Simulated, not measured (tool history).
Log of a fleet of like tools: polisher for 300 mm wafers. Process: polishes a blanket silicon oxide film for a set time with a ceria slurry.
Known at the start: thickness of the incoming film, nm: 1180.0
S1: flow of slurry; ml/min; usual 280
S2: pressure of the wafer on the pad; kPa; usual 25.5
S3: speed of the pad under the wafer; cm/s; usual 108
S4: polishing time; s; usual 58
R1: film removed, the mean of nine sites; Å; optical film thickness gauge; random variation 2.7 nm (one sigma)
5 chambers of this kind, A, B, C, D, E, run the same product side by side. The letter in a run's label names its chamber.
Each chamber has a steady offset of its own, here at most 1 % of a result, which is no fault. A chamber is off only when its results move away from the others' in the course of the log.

run   hour   S1    S2   S3  S4      R1
       5.1  -- chamber B: worn pad replaced by a new one
 1D    5.4  280  25.5  108  58  2706.1
 2E   11.9  280  25.5  108  58    2715
      15.3  -- chamber C: worn pad replaced by a new one
 3C   18.2  280  25.5  108  58  2746.7
 4A   22.4  280  25.5  108  58  2743.7
 5B   29.4  280  25.5  108  58  2683.3
 6C   37.4  280  25.5  108  58  2719.8
      41.8  -- chamber D: worn pad replaced by a new one
 7E   41.9  280  25.5  108  58    2707
 8B   46.1  280  25.5  108  58    2691
 9D   54.3  280  25.5  108  58  2774.5
      56.2  -- chamber D: slurry nozzle cleaned
10A   58.3  280  25.5  108  58  2750.7
      60.5  -- chamber E: head pressure recalibrated
11A   62.1  280  25.5  124  58  3124.9
      63.7  -- chamber A: head pressure recalibrated
12E   70.8  280  25.5  124  58  3155.6
      73.4  -- chamber A: worn pad replaced by a new one
13B   76.5  280  25.5  124  58  3125.2
14D   82.7  280  25.5  124  58  3166.1
      83.3  -- chamber E: worn pad replaced by a new one
15C   88.5  280  25.5  124  58  3168.9
16A     97  280  25.5  108  58  2763.2
17B    103  280  25.5  108  58  2758.1
18E  110.7  280  25.5  108  58  2719.5
     113.8  -- chamber B: worn pad replaced by a new one
     114.5  -- chamber C: head pressure recalibrated
19D  118.1  280  25.5  108  58  2756.6
20C  123.8  280  25.5  108  58    2430
21D  129.4  280  25.5  108  58  2713.4
22A  134.4  280  25.5  108  58  2753.5
     140.8  -- chamber C: slurry nozzle cleaned
23C  141.9  280  28.3  108  73  3314.2
     148.1  -- chamber A: worn pad replaced by a new one
24E  149.2  280  28.3  108  73  3854.6
25B  155.6  280  28.3  108  73  3781.7
26D  159.5  280  28.3  108  73    3832
27B  166.2  280  28.3  108  73  3787.8
28A  170.4  280  33.8  108  43  2645.1
29C  177.2  280  33.8  108  43  2344.7
     179.2  -- chamber C: worn pad replaced by a new one
30E  182.1  280  33.8  108  43  2668.3
31D  189.3  280  33.8  108  43  2711.5
32A  196.6  280  33.8  108  43  2673.9
33E  200.4  280  25.5  108  58  2752.5
34C  207.5  280    20  108  39  1283.5
35B  212.9  280    20  108  39  1428.2
     215.5  -- chamber D: worn pad replaced by a new one
36E  218.2  280    20  108  39  1429.8
37D  226.1  280    20  108  39  1439.2
     226.2  -- chamber B: worn pad replaced by a new one
38C  231.4  280    20  108  39  1271.5
     236.5  -- chamber A: worn pad replaced by a new one
39B  239.4  280  25.5  108  58  2683.8
40A  243.9  280  25.5  108  58  2723.5

All 5 chambers run these settings next. Forecast each chamber's results:
41A  250.1  280  25.5  108  58   ?
41B  250.1  280  25.5  108  58   ?
41C  250.1  280  25.5  108  58   ?
41D  250.1  280  25.5  108  58   ?
41E  250.1  280  25.5  108  58   ?

run      R1
41A  2726.7
41B  2740.7
41C  2418.9
41D  2791.7
41E  2683.6
